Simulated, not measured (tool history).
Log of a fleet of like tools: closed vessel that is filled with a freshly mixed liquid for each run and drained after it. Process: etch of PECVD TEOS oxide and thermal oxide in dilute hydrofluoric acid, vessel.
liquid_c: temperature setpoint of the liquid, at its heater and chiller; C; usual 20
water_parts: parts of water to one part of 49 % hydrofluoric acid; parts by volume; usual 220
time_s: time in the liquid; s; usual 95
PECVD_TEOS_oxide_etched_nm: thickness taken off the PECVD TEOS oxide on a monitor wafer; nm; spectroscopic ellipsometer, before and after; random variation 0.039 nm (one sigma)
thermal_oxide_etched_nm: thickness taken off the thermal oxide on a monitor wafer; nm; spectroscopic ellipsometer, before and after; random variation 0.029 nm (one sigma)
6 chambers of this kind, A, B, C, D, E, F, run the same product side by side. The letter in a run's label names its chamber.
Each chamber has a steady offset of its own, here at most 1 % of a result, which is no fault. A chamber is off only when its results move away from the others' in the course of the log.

run	hour	liquid_c	water_parts	time_s	hours since the thermometer was replaced	hours since the hydrofluoric acid flow meter was replaced	read-back film thickness of the PECVD TEOS oxide reference wafer, read on the same gauge (nm)	read-back film thickness of the thermal oxide reference wafer, read on the same gauge (nm)	PECVD_TEOS_oxide_etched_nm	thermal_oxide_etched_nm
1A	5.5	20	220	95	1316.4	191	29.985	29.963	4.196	1.5147
2B	14.3	20	220	95	2071.4	322	30.01	29.992	4.0908	1.4837
3C	20	20	220	95	361.6	1205.2	29.998	29.969	4.069	1.5356
4E	28.6	20	220	95	235.2	1082	29.977	30.043	4.1873	1.5516
5D	34.9	20	220	95	689.4	680.2	29.989	29.998	4.0434	1.4832
6F	44.5	22	220	140	683.1	526.9	30.019	29.972	6.3673	2.4752
7D	54.6	22	220	140	709.1	699.9	29.981	29.988	6.5369	2.447
8B	60.3	22	220	140	2117.4	368	29.998	30.016	6.5716	2.4447
# hour 68.4: chamber D: thermometer replaced
9F	68.4	22	220	140	707	550.8	30	29.988	6.424	2.4532
10C	78.2	22	220	140	419.8	1263.4	29.948	29.997	6.4429	2.4314
11A	88.3	22	220	140	1399.2	273.8	30.003	30.002	6.5449	2.4285
12E	94.7	20	220	95	301.3	1148.1	29.973	29.962	4.1552	1.5181
13E	105.6	20	220	95	312.2	1159	30.053	30.017	4.0664	1.5046
14A	112.6	20	220	95	1423.5	298.1	29.989	29.993	4.1323	1.5698
15F	123.1	20	220	95	761.7	605.5	29.978	30.019	4.1282	1.5027
16D	129.9	20	220	95	61.6	775.2	29.999	30.028	4.0984	1.5402
17C	139.4	20	220	95	481	1324.6	30.034	29.969	4.0446	1.5557
18B	147	20	220	95	2204.1	454.7	30.021	30.008	4.1022	1.532
# hour 147.7: chamber E: hydrofluoric acid flow meter replaced
19F	157.7	20	220	95	796.3	640.1	30.016	29.953	4.1225	1.5241
20E	163.9	20	220	95	370.5	16.2	29.991	29.963	4.0508	1.5065
21B	171.8	20	220	95	2228.9	479.5	29.968	29.994	4.1555	1.4842
22A	177.9	20	220	95	1488.8	363.4	29.981	30.003	4.0828	1.5427
23D	183.8	20	220	95	115.5	829.1	30.001	30.035	4.0494	1.5705
# hour 189: chamber B: thermometer replaced
24C	191.7	20	220	125	533.3	1376.9	29.996	30.014	5.3049	2.0677
25E	197.2	20	220	125	403.8	49.5	29.998	30	5.4345	2.0293
26A	207.4	20	220	125	1518.3	392.9	30.031	30.023	5.3715	1.9506
27B	216	20	220	125	27	523.7	29.988	30.01	5.3639	1.9125
28F	225.6	20	220	125	864.2	708	30.026	30.02	5.3394	2.0145
29D	230.8	20	220	125	162.5	876.1	29.987	30.025	5.4043	1.9515
30C	238.6	20	220	95	580.2	1423.8	30.002	29.996	4.062	1.5073
31A	243.5	20	220	95	1554.4	429	29.985	29.991	4.1301	1.5858
# hour 250.1: chamber C: thermometer replaced
32E	253.1	20	140	95	459.7	105.4	29.979	30.019	7.0181	2.5573
# hour 254.2: chamber F: hydrofluoric acid flow meter replaced
33C	261.6	20	140	95	11.5	1446.8	30.009	29.976	6.9172	2.669
34B	268.8	20	140	95	79.8	576.5	30.019	30.022	7.0489	2.6238
35F	278.8	20	140	95	917.4	24.6	29.988	30.019	6.9496	2.5879
36D	283.9	20	140	95	215.6	929.2	30.024	30.01	6.9556	2.5602
37F	289.9	20	140	95	928.5	35.7	29.992	30.035	7.0483	2.5131
38C	299.9	20	220	95	49.8	1485.1	29.973	30.041	4.0358	1.5611
39B	308.1	20	220	95	119.1	615.8	30.043	29.971	4.0596	1.5328
40D	315.9	20	220	95	247.6	961.2	29.986	30.015	4.1108	1.5307
41A	323.5	20	220	95	1634.4	509	30.001	30.032	4.1483	1.5102
42E	328.6	20	220	95	535.2	180.9	29.97	30.008	4.184	1.5157
43C	337.3	20	220	95	87.2	1522.5	30.028	30.003	4.1335	1.5134
44D	346.1	20	220	95	277.8	991.4	30.062	30.006	4.0695	1.5193

All 6 chambers run these settings next. Forecast each chamber's results:
45A	354.1	20	220	95					?	?
45B	354.1	20	220	95					?	?
45C	354.1	20	220	95					?	?
45D	354.1	20	220	95					?	?
45E	354.1	20	220	95					?	?
45F	354.1	20	220	95					?	?

run	PECVD_TEOS_oxide_etched_nm	thermal_oxide_etched_nm
45A	4.1011	1.5169
45B	4.1008	1.4983
45C	4.0647	1.5196
45D	4.0489	1.5265
45E	4.1474	1.4811
45F	4.0876	1.4766
